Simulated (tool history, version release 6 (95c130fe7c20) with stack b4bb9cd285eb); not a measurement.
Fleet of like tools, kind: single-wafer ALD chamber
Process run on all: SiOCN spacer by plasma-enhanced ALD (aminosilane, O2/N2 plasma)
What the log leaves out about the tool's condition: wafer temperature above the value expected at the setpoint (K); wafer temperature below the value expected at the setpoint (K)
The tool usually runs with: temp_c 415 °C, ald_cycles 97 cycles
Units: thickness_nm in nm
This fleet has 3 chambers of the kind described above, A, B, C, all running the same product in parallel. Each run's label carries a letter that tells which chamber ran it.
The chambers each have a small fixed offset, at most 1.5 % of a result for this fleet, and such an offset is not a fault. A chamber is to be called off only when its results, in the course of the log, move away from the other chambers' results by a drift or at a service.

| run | day | temp_c | ald_cycles | hours since the last thermocouple change | read-back reference wafer on the same gauge, thickness_nm | thickness_nm |
|---|---|---|---|---|---|---|
| 1A | 0.642 | 415 | 97 | 376.0 | 5.2401 | 5.5386 |
| 2C | 0.946 | 415 | 97 | 1332.9 | 5.2412 | 5.6467 |
| 3B | 1.600 | 415 | 97 | 399.4 | 5.2387 | 5.6419 |
| 4A | 2.233 | 415 | 97 | 414.2 | 5.2411 | 5.5393 |
| 5C | 2.875 | 410 | 88 | 1379.2 | 5.2378 | 5.2061 |
| 6B | 3.412 | 410 | 88 | 442.9 | 5.2383 | 5.2054 |
| 7C | 4.025 | 410 | 88 | 1406.8 | 5.2414 | 5.2118 |
| 8A | 4.546 | 415 | 97 | 469.7 | 5.2386 | 5.5290 |
| 9B | 4.921 | 415 | 97 | 479.1 | 5.2387 | 5.6499 |
| 10C | 5.396 | 415 | 97 | 1439.7 | 5.2388 | 5.6557 |
| 11A | 5.733 | 409 | 97 | 498.2 | 5.2415 | 5.6542 |
| 12B | 6.179 | 409 | 97 | 509.3 | 5.2402 | 5.7485 |
| 13B | 6.533 | 409 | 97 | 517.8 | 5.2373 | 5.7824 |
| 14A | 6.992 | 415 | 97 | 528.4 | 5.2412 | 5.5411 |
| 15C | 7.454 | 415 | 97 | 1489.1 | 5.2404 | 5.7062 |
| 16C | 7.788 | 415 | 97 | 1497.1 | 5.2381 | 5.6751 |
| 17B | 8.142 | 415 | 97 | 556.4 | 5.2412 | 5.6490 |
| 18A | 8.721 | 415 | 97 | 569.9 | 5.2361 | 5.5500 |
| 19A | 9.192 | 410 | 111 | 581.2 | 5.2411 | 6.4560 |
| 20C | 9.733 | 410 | 111 | 1543.8 | 5.2390 | 6.6224 |
| 21B | 10.075 | 410 | 111 | 602.8 | 5.2415 | 6.5533 |
| 22B | 10.396 | 415 | 97 | 610.5 | 5.2364 | 5.6439 |
| 23A | 10.846 | 415 | 97 | 620.9 | 5.2407 | 5.5448 |
| 24C | 11.467 | 415 | 97 | 1585.4 | 5.2416 | 5.7132 |
| 25B | 11.921 | 415 | 97 | 647.1 | 5.2401 | 5.6519 |
| 26A | 12.525 | 415 | 97 | 661.2 | 5.2367 | 5.5356 |
| 27C | 13.092 | 415 | 97 | 1624.4 | 5.2422 | 5.7340 |
| 28B | 13.388 | 415 | 80 | 682.3 | 5.2376 | 4.6541 |
| 29C | 14.042 | 415 | 80 | 1647.2 | 5.2398 | 4.7428 |
| 30A | 14.392 | 415 | 80 | 706.0 | 5.2432 | 4.5792 |
| 31B | 14.908 | 415 | 97 | 718.8 | 5.2395 | 5.6545 |

For the next run the whole fleet of 3 chambers uses the same settings. Give each chamber's results:
| 32A | 15.396 | 403 | 97 |  |  | ? |
| 32B | 15.396 | 403 | 97 |  |  | ? |
| 32C | 15.396 | 403 | 97 |  |  | ? |

| run | thickness_nm |
|---|---|
| 32A | 5.7622 |
| 32B | 5.8290 |
| 32C | 5.9230 |
